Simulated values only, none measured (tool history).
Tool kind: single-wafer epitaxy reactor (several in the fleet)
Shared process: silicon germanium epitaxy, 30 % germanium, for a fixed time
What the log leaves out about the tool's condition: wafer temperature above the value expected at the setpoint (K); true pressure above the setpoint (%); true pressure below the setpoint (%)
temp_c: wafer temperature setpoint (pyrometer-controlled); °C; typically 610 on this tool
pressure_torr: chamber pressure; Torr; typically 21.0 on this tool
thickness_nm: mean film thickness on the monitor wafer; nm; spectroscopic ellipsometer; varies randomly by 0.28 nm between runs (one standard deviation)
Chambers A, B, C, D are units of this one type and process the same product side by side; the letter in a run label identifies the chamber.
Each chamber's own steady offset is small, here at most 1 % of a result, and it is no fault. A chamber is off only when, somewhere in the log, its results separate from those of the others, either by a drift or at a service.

run,hour,temp_c,pressure_torr,hours since the last pyrometer calibration,hours since the last manometer calibration,"read-back reference wafer on the same gauge, thickness_nm",thickness_nm
1B,3.1,610,21.0,718.7,657.4,67.406,71.416
2A,6.5,610,21.0,221.4,596.4,67.372,72.677
3C,11.6,610,21.0,89.7,21.4,67.387,73.144
4D,17.9,610,21.0,1828.3,876.5,67.366,72.172
5D,22.6,610,21.0,1833.0,881.2,67.441,72.156
6B,26.4,610,21.0,742.0,680.7,67.460,72.195
7C,32.2,624,21.0,110.3,42.0,67.414,93.049
8A,35.7,624,21.0,250.6,625.6,67.405,91.719
9D,40.4,624,21.0,1850.8,899.0,67.435,91.897
10A,43.6,624,21.0,258.5,633.5,67.500,92.328
11C,49.8,610,21.0,127.9,59.6,67.348,72.011
12B,53.0,610,21.0,768.6,707.3,67.443,72.524
13C,56.9,598,17.2,135.0,66.7,67.440,53.833
14A,60.5,598,17.2,275.4,650.4,67.438,54.063
15D,64.4,598,17.2,1874.8,923.0,67.358,53.676
16B,68.9,598,17.2,784.5,723.2,67.417,53.953
# hour 70.6: chamber D: pyrometer calibrated
17B,74.9,610,21.0,790.5,729.2,67.362,72.935
18D,81.1,610,18.2,10.5,939.7,67.428,67.848
19A,84.4,610,18.2,299.3,674.3,67.431,68.179
20C,89.0,610,18.2,167.1,98.8,67.467,68.584
21A,92.9,610,18.2,307.8,682.8,67.360,68.568
22B,96.5,610,21.0,812.1,750.8,67.430,72.852
23D,100.9,610,21.0,30.3,959.5,67.367,71.582
24C,104.8,610,21.0,182.9,114.6,67.368,72.344
25A,108.0,601,21.0,322.9,697.9,67.381,61.897
26B,114.2,601,21.0,829.8,768.5,67.380,62.020
27C,119.0,601,21.0,197.1,128.8,67.419,61.560
28D,123.6,601,21.0,53.0,982.2,67.441,61.228
29D,126.5,610,21.0,55.9,985.1,67.315,71.708
30A,131.1,610,25.8,346.0,721.0,67.350,78.442
31C,135.7,610,25.8,213.8,145.5,67.360,78.529
32B,140.3,610,25.8,855.9,794.6,67.441,79.569
33A,143.2,610,25.8,358.1,733.1,67.401,79.028
34D,146.1,610,21.0,75.5,1004.7,67.374,71.902
35C,150.6,624,21.0,228.7,160.4,67.439,93.421
36B,154.5,624,21.0,870.1,808.8,67.357,93.788

All 4 chambers run these settings next. Forecast each chamber's results:
37A,159.3,610,21.0,,,,?
37B,159.3,610,21.0,,,,?
37C,159.3,610,21.0,,,,?
37D,159.3,610,21.0,,,,?

run,thickness_nm
37A,72.409
37B,73.846
37C,73.451
37D,71.754
